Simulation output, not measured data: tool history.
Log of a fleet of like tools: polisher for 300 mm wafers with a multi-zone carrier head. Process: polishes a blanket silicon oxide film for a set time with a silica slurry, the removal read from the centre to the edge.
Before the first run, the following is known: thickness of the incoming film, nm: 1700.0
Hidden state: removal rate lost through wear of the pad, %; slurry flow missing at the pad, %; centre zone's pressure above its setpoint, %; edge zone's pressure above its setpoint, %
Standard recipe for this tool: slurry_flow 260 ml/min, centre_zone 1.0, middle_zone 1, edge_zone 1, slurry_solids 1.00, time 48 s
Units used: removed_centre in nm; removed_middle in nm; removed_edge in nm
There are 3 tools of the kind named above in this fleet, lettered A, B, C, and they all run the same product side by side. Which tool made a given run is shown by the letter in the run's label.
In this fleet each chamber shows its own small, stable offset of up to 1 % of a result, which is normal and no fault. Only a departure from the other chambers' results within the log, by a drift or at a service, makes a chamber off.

run,hour,slurry_flow,centre_zone,middle_zone,edge_zone,slurry_solids,time,wafers polished on this pad,hours since the slurry nozzle was cleaned,hours since the centre zone pressure was calibrated,hours since the edge zone pressure was calibrated,removed_centre,removed_middle,removed_edge
1A,7.4,260,1.0,1,1,1.00,48,688,220.0,671.4,1291.8,161.80,160.03,161.66
2B,11.3,260,1.0,1,1,1.00,48,490,145.2,291.4,11.6,161.56,163.97,160.07
# hour 12.4: chamber A: centre zone pressure recalibrated
3C,16.1,260,1.0,1,1,1.00,48,1256,58.3,154.1,703.6,160.64,159.94,160.65
# hour 16.5: chamber A: worn pad replaced by a new one
4C,22.4,260,1.0,1,1,1.00,48,1302,64.6,160.4,709.9,161.49,161.90,159.73
5A,29.0,350,1.0,1,1,0.85,48,90,241.6,16.7,1313.4,155.41,155.21,154.13
6B,38.0,350,1.0,1,1,0.85,48,683,171.9,318.1,38.3,152.83,155.93,151.95
# hour 42.7: chamber C: worn pad replaced by a new one
7C,46.5,350,1.0,1,1,0.85,48,27,88.7,184.5,734.0,152.11,151.15,151.52
8B,55.1,260,1.0,1,1,1.00,48,807,189.0,335.2,55.4,159.49,162.33,157.05
9A,63.8,260,1.0,1,1,1.00,48,342,276.4,51.5,1348.2,163.49,161.68,161.97
# hour 66.7: chamber A: edge zone pressure recalibrated
10B,69.8,260,1.0,1,1,1.00,48,913,203.7,349.9,70.1,153.94,160.03,155.24
11A,75.1,260,1.0,1,1,1.00,35,424,287.7,62.8,8.4,117.57,118.58,119.02
12C,79.7,260,1.0,1,1,1.00,35,267,121.9,217.7,767.2,117.91,115.72,117.30
13B,86.8,260,1.0,1,1,1.00,35,1036,220.7,366.9,87.1,111.36,112.71,111.48
14C,92.7,260,1.0,1,1,1.00,48,361,134.9,230.7,780.2,158.25,159.37,162.32
15A,99.3,195,0.9,1,1,1.00,48,599,311.9,87.0,32.6,136.48,154.16,156.55
16C,106.4,195,0.9,1,1,1.00,48,460,148.6,244.4,793.9,136.00,154.16,155.73
17A,110.3,195,0.9,1,1,1.00,48,679,322.9,98.0,43.6,137.92,158.25,156.92
18B,116.5,260,1.0,1,1,1.00,48,1251,250.4,396.6,116.8,144.61,149.73,145.99
19A,121.6,260,1.0,1,1,1.00,48,760,334.2,109.3,54.9,162.89,163.73,162.08
20B,128.7,260,1.0,1,1,1.00,48,1339,262.6,408.8,129.0,146.07,149.09,144.90
21C,132.6,260,1.0,1,1,1.00,48,650,174.8,270.6,820.1,159.60,160.96,161.34

Predict what each chamber gives when all 3 of them run the settings below next.
22A,139.2,330,1.0,1,1,1.00,48,,,,,?,?,?
22B,139.2,330,1.0,1,1,1.00,48,,,,,?,?,?
22C,139.2,330,1.0,1,1,1.00,48,,,,,?,?,?

run,removed_centre,removed_middle,removed_edge
22A,166.34,166.41,163.82
22B,146.74,148.51,148.46
22C,161.61,166.17,164.21
